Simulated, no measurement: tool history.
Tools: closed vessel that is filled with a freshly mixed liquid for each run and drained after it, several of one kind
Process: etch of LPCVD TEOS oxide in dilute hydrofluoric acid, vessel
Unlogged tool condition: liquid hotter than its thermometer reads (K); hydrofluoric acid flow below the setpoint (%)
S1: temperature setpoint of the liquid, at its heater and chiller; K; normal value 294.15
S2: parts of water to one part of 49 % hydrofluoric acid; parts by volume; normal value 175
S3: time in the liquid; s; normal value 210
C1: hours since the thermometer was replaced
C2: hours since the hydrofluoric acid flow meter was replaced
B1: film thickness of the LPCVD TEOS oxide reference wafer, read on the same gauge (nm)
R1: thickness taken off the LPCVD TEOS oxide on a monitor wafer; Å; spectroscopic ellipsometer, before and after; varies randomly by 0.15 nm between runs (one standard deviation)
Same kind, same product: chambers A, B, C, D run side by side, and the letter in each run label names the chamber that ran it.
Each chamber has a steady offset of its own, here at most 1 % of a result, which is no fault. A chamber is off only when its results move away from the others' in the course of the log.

{"run": "1B", "hour": 8.0, "S1": 294.15, "S2": 175, "S3": 210, "C1": 1554.2, "C2": 1002.9, "B1": 139.99, "R1": 327.93}
{"run": "2C", "hour": 18.1, "S1": 294.15, "S2": 175, "S3": 210, "C1": 58.1, "C2": 175.6, "B1": 140, "R1": 325.91}
{"run": "3A", "hour": 30.2, "S1": 294.15, "S2": 175, "S3": 210, "C1": 172.2, "C2": 809.1, "B1": 140.01, "R1": 326.4}
{"run": "4D", "hour": 42.2, "S1": 294.15, "S2": 175, "S3": 210, "C1": 2511.5, "C2": 1865.2, "B1": 139.97, "R1": 327.55}
{"run": "5B", "hour": 54.7, "S1": 294.15, "S2": 175, "S3": 210, "C1": 1600.9, "C2": 1049.6, "B1": 140, "R1": 325.12}
{"run": "6A", "hour": 66.9, "S1": 294.15, "S2": 175, "S3": 210, "C1": 208.9, "C2": 845.8, "B1": 139.99, "R1": 323.22}
{"hour": 74.6, "done": "chamber D: hydrofluoric acid flow meter replaced"}
{"run": "7C", "hour": 78.6, "S1": 294.15, "S2": 175, "S3": 210, "C1": 118.6, "C2": 236.1, "B1": 140.02, "R1": 325.02}
{"run": "8D", "hour": 89.1, "S1": 294.15, "S2": 175, "S3": 210, "C1": 2558.4, "C2": 14.6, "B1": 139.99, "R1": 328.44}
{"run": "9A", "hour": 100.2, "S1": 294.15, "S2": 175, "S3": 210, "C1": 242.2, "C2": 879.1, "B1": 140.02, "R1": 324.9}
{"run": "10C", "hour": 109.0, "S1": 294.15, "S2": 175, "S3": 210, "C1": 149, "C2": 266.5, "B1": 140.03, "R1": 322.05}
{"run": "11B", "hour": 116.5, "S1": 294.15, "S2": 175, "S3": 210, "C1": 1662.7, "C2": 1111.4, "B1": 140, "R1": 325.92}
{"run": "12D", "hour": 128.5, "S1": 294.15, "S2": 175, "S3": 155, "C1": 2597.8, "C2": 54, "B1": 139.98, "R1": 240.86}
{"run": "13A", "hour": 138.9, "S1": 294.15, "S2": 175, "S3": 155, "C1": 280.9, "C2": 917.8, "B1": 139.98, "R1": 241.06}
{"run": "14C", "hour": 153.5, "S1": 294.15, "S2": 175, "S3": 155, "C1": 193.5, "C2": 311, "B1": 139.99, "R1": 239.76}
{"run": "15B", "hour": 167.8, "S1": 294.15, "S2": 175, "S3": 155, "C1": 1714, "C2": 1162.7, "B1": 139.99, "R1": 241.4}
{"run": "16D", "hour": 178.8, "S1": 294.15, "S2": 175, "S3": 125, "C1": 2648.1, "C2": 104.3, "B1": 139.98, "R1": 194.91}
{"run": "17A", "hour": 186.1, "S1": 294.15, "S2": 175, "S3": 125, "C1": 328.1, "C2": 965, "B1": 140, "R1": 198.27}
{"run": "18B", "hour": 193.9, "S1": 294.15, "S2": 175, "S3": 125, "C1": 1740.1, "C2": 1188.8, "B1": 140.02, "R1": 195.88}
{"run": "19C", "hour": 206.8, "S1": 294.15, "S2": 175, "S3": 125, "C1": 246.8, "C2": 364.3, "B1": 140, "R1": 194.04}
{"run": "20D", "hour": 218.2, "S1": 294.15, "S2": 175, "S3": 210, "C1": 2687.5, "C2": 143.7, "B1": 139.98, "R1": 328.61}
{"run": "21B", "hour": 231.3, "S1": 294.15, "S2": 175, "S3": 210, "C1": 1777.5, "C2": 1226.2, "B1": 140.01, "R1": 326.25}
{"run": "22D", "hour": 239.0, "S1": 294.15, "S2": 175, "S3": 255, "C1": 2708.3, "C2": 164.5, "B1": 140.03, "R1": 398.89}
{"run": "23C", "hour": 248.1, "S1": 294.15, "S2": 175, "S3": 255, "C1": 288.1, "C2": 405.6, "B1": 139.99, "R1": 394.44}
{"run": "24A", "hour": 260.7, "S1": 294.15, "S2": 175, "S3": 255, "C1": 402.7, "C2": 1039.6, "B1": 140, "R1": 407.8}
{"run": "25B", "hour": 268.7, "S1": 294.15, "S2": 175, "S3": 255, "C1": 1814.9, "C2": 1263.6, "B1": 140, "R1": 395.45}
{"run": "26A", "hour": 279.1, "S1": 294.15, "S2": 175, "S3": 210, "C1": 421.1, "C2": 1058, "B1": 140, "R1": 337.62}
{"run": "27D", "hour": 286.8, "S1": 294.15, "S2": 175, "S3": 210, "C1": 2756.1, "C2": 212.3, "B1": 139.99, "R1": 327.09}
{"hour": 294.2, "done": "chamber D: thermometer replaced"}
{"run": "28C", "hour": 296.0, "S1": 294.15, "S2": 175, "S3": 115, "C1": 336, "C2": 453.5, "B1": 140.02, "R1": 177.96}
{"run": "29A", "hour": 305.2, "S1": 294.15, "S2": 175, "S3": 115, "C1": 447.2, "C2": 1084.1, "B1": 140, "R1": 184.14}
{"run": "30D", "hour": 314.8, "S1": 294.15, "S2": 175, "S3": 115, "C1": 20.6, "C2": 240.3, "B1": 140.03, "R1": 179.51}
{"run": "31C", "hour": 321.8, "S1": 294.15, "S2": 175, "S3": 115, "C1": 361.8, "C2": 479.3, "B1": 139.99, "R1": 178}
{"run": "32B", "hour": 328.7, "S1": 294.15, "S2": 175, "S3": 210, "C1": 1874.9, "C2": 1323.6, "B1": 139.99, "R1": 325.09}
{"run": "33B", "hour": 341.4, "S1": 294.15, "S2": 175, "S3": 210, "C1": 1887.6, "C2": 1336.3, "B1": 139.96, "R1": 327.59}
{"run": "34A", "hour": 348.3, "S1": 294.15, "S2": 175, "S3": 210, "C1": 490.3, "C2": 1127.2, "B1": 139.98, "R1": 339.91}
{"run": "35D", "hour": 361.2, "S1": 294.15, "S2": 175, "S3": 210, "C1": 67, "C2": 286.7, "B1": 140.01, "R1": 326.53}
{"run": "36C", "hour": 367.9, "S1": 294.15, "S2": 175, "S3": 210, "C1": 407.9, "C2": 525.4, "B1": 140, "R1": 325.3}
{"run": "37B", "hour": 377.6, "S1": 294.15, "S2": 175, "S3": 210, "C1": 1923.8, "C2": 1372.5, "B1": 140.02, "R1": 328.49}
{"run": "38D", "hour": 392.5, "S1": 294.15, "S2": 175, "S3": 210, "C1": 98.3, "C2": 318, "B1": 140, "R1": 325.62}
{"run": "39A", "hour": 405.2, "S1": 294.15, "S2": 175, "S3": 210, "C1": 547.2, "C2": 1184.1, "B1": 140.01, "R1": 343.96}
{"run": "40C", "hour": 419.8, "S1": 294.15, "S2": 175, "S3": 210, "C1": 459.8, "C2": 577.3, "B1": 139.99, "R1": 323.76}

Which is it: a chamber that has drifted or been left off by a service, a gauge drift common to all chambers, or only each chamber's usual small offset? If a chamber is off, name it and its likeliest cause.

One chamber, A, drifts off from the rest bit by bit.
Most likely cause: liquid hotter than its thermometer reads (K) = 1.59.
With only this log, it may be confused with: hydrofluoric acid flow above the setpoint (%).

Which of the 4 candidates below, each the usual settings with something changed and its results left as question marks, puts chamber A back in line with what the other chambers give on the usual settings?
To be in line, a result may differ from the other chambers' mean on the usual settings by at most: R1 5.2 Å
{"run": "41A-1", "hour": 430.6, "S1": 294.15, "S2": 170, "S3": 215, "R1": "?"}
{"run": "41A-2", "hour": 430.6, "S1": 294.15, "S2": 175, "S3": 205, "R1": "?"}
{"run": "41A-3", "hour": 430.6, "S1": 294.15, "S2": 175, "S3": 215, "R1": "?"}
{"run": "41A-4", "hour": 430.6, "S1": 294.15, "S2": 180, "S3": 205, "R1": "?"}

Average result of the remaining chambers running the usual settings: R1 325.82 Å
run=41A-1 R1=366.12
run=41A-2 R1=337.47
run=41A-3 R1=353.93
run=41A-4 R1=326.49
With 41A-4, the chamber falls back in line with the rest.

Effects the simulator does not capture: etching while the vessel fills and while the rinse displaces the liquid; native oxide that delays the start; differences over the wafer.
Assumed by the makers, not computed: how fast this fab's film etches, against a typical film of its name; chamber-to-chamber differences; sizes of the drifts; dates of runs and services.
